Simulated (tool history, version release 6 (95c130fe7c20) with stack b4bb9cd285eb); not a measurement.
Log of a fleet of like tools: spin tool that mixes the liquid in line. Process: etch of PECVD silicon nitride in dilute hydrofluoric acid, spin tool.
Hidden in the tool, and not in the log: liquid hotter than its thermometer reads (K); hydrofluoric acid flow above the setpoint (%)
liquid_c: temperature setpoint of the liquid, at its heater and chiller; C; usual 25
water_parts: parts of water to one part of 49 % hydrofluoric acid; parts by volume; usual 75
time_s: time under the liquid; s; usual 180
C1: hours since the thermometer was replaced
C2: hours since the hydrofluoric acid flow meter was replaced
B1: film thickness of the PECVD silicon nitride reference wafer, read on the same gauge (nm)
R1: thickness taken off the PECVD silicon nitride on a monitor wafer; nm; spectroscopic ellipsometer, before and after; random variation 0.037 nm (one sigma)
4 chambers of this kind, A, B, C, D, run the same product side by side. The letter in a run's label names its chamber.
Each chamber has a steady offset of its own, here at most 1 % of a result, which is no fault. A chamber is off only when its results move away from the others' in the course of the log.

Run 1B, day 0.238: usual settings; C1 685; C2 201.1; B1 69.988. Result: R1 7.8333 nm.
Run 2C, day 0.65: usual settings; C1 260.4; C2 1773.5; B1 69.991. Result: R1 7.9368 nm.
Run 3D, day 0.879: usual settings; C1 688.7; C2 1314.6; B1 69.996. Result: R1 7.9283 nm.
Run 4A, day 1.262: usual settings; C1 868.4; C2 895.4; B1 69.977. Result: R1 7.8544 nm.
Run 5A, day 1.55: usual settings; C1 875.3; C2 902.3; B1 69.997. Result: R1 7.7561 nm.
Run 6B, day 1.796: usual settings; C1 722.4; C2 238.5; B1 69.982. Result: R1 7.9116 nm.
Run 7C, day 2.188: usual settings; C1 297.3; C2 1810.4; B1 69.986. Result: R1 7.9356 nm.
Run 8D, day 2.562: usual settings; C1 729.1; C2 1355; B1 69.99. Result: R1 7.8667 nm.
Run 9B, day 2.771: usual settings; C1 745.8; C2 261.9; B1 69.995. Result: R1 7.9457 nm.
Run 10A, day 3.042: usual settings; C1 911.1; C2 938.1; B1 69.984. Result: R1 7.8241 nm.
Run 11C, day 3.267: usual settings; C1 323.2; C2 1836.3; B1 69.976. Result: R1 7.9067 nm.
Run 12D, day 3.446: usual settings; C1 750.3; C2 1376.2; B1 70.005. Result: R1 7.8823 nm.
Run 13C, day 3.783: usual settings; C1 335.6; C2 1848.7; B1 70.006. Result: R1 7.922 nm.
Run 14D, day 4.067: usual settings but water_parts 45 parts by volume, time_s 85 s; C1 765.2; C2 1391.1; B1 69.969. Result: R1 6.1697 nm.
Run 15B, day 4.383: usual settings but water_parts 45 parts by volume, time_s 85 s; C1 784.5; C2 300.6; B1 70.002. Result: R1 6.2004 nm.
Run 16A, day 4.65: usual settings but water_parts 45 parts by volume, time_s 85 s; C1 949.7; C2 976.7; B1 69.994. Result: R1 6.181 nm.
Run 17C, day 4.838: usual settings but water_parts 45 parts by volume, time_s 85 s; C1 360.9; C2 1874; B1 70.016. Result: R1 6.1885 nm.
Run 18B, day 5.233: usual settings; C1 804.9; C2 321; B1 69.988. Result: R1 7.9084 nm.
Run 19D, day 5.425: usual settings; C1 797.8; C2 1423.7; B1 69.971. Result: R1 7.8989 nm.
Run 20A, day 5.688: usual settings; C1 974.6; C2 1001.6; B1 69.982. Result: R1 7.8198 nm.
Run 21A, day 5.871: usual settings; C1 979; C2 1006; B1 70. Result: R1 7.8485 nm.
Run 22C, day 6.075: usual settings but water_parts 60 parts by volume; C1 390.6; C2 1903.7; B1 69.997. Result: R1 9.8277 nm.
Run 23D, day 6.271: usual settings but water_parts 60 parts by volume; C1 818.1; C2 1444; B1 69.977. Result: R1 9.8415 nm.
Run 24B, day 6.658: usual settings but water_parts 60 parts by volume; C1 839.1; C2 355.2; B1 70.032. Result: R1 9.9003 nm.
Run 25D, day 6.975: usual settings but water_parts 60 parts by volume; C1 835; C2 1460.9; B1 69.997. Result: R1 9.9799 nm.
Run 26A, day 7.342: usual settings but liquid_c 21 C, time_s 275 s; C1 1014.3; C2 1041.3; B1 70.017. Result: R1 9.1566 nm.
Run 27C, day 7.746: usual settings but liquid_c 21 C, time_s 275 s; C1 430.7; C2 1943.8; B1 69.974. Result: R1 9.232 nm.
Run 28B, day 7.929: usual settings but liquid_c 21 C, time_s 275 s; C1 869.6; C2 385.7; B1 69.978. Result: R1 9.253 nm.
Run 29C, day 8.142: usual settings but liquid_c 21 C, time_s 275 s; C1 440.2; C2 1953.3; B1 70.003. Result: R1 9.1367 nm.
Run 30D, day 8.325: usual settings; C1 867.4; C2 1493.3; B1 69.997. Result: R1 7.9582 nm.
Run 31A, day 8.692: usual settings; C1 1046.7; C2 1073.7; B1 70. Result: R1 7.8744 nm.
Run 32B, day 9.033: usual settings; C1 896.1; C2 412.2; B1 69.995. Result: R1 7.9122 nm.
Run 33A, day 9.429: usual settings; C1 1064.4; C2 1091.4; B1 69.986. Result: R1 7.7957 nm.
Run 34D, day 9.671: usual settings; C1 899.7; C2 1525.6; B1 69.984. Result: R1 7.9277 nm.
Run 35B, day 10.017: usual settings but liquid_c 22 C, time_s 255 s; C1 919.7; C2 435.8; B1 70.033. Result: R1 9.2102 nm.
Run 36C, day 10.229: usual settings but liquid_c 22 C, time_s 255 s; C1 490.3; C2 2003.4; B1 69.989. Result: R1 9.1089 nm.
Run 37B, day 10.508: usual settings but liquid_c 22 C, time_s 255 s; C1 931.5; C2 447.6; B1 69.965. Result: R1 9.1256 nm.
Run 38A, day 10.871: usual settings but liquid_c 22 C, time_s 255 s; C1 1099; C2 1126; B1 70. Result: R1 9.214 nm.
Run 39D, day 11.183: usual settings; C1 936; C2 1561.9; B1 70.009. Result: R1 7.8754 nm.
Run 40C, day 11.446: usual settings; C1 519.5; C2 2032.6; B1 70.013. Result: R1 7.9201 nm.
Run 41A, day 11.825: usual settings but liquid_c 23.5 C, water_parts 45 parts by volume; C1 1121.9; C2 1148.9; B1 70.004. Result: R1 11.777 nm.
Run 42C, day 12.025: usual settings but liquid_c 23.5 C, water_parts 45 parts by volume; C1 533.4; C2 2046.5; B1 69.992. Result: R1 11.841 nm.
Run 43B, day 12.429: usual settings but liquid_c 23.5 C, water_parts 45 parts by volume; C1 977.6; C2 493.7; B1 70.032. Result: R1 11.821 nm.

What goes on in this fleet: one chamber off, a drifting gauge, or nothing beyond the chambers' own small offsets? Name the chamber and the cause, if any.

No chamber stands off beyond its own small offset, and the gauge holds steady.
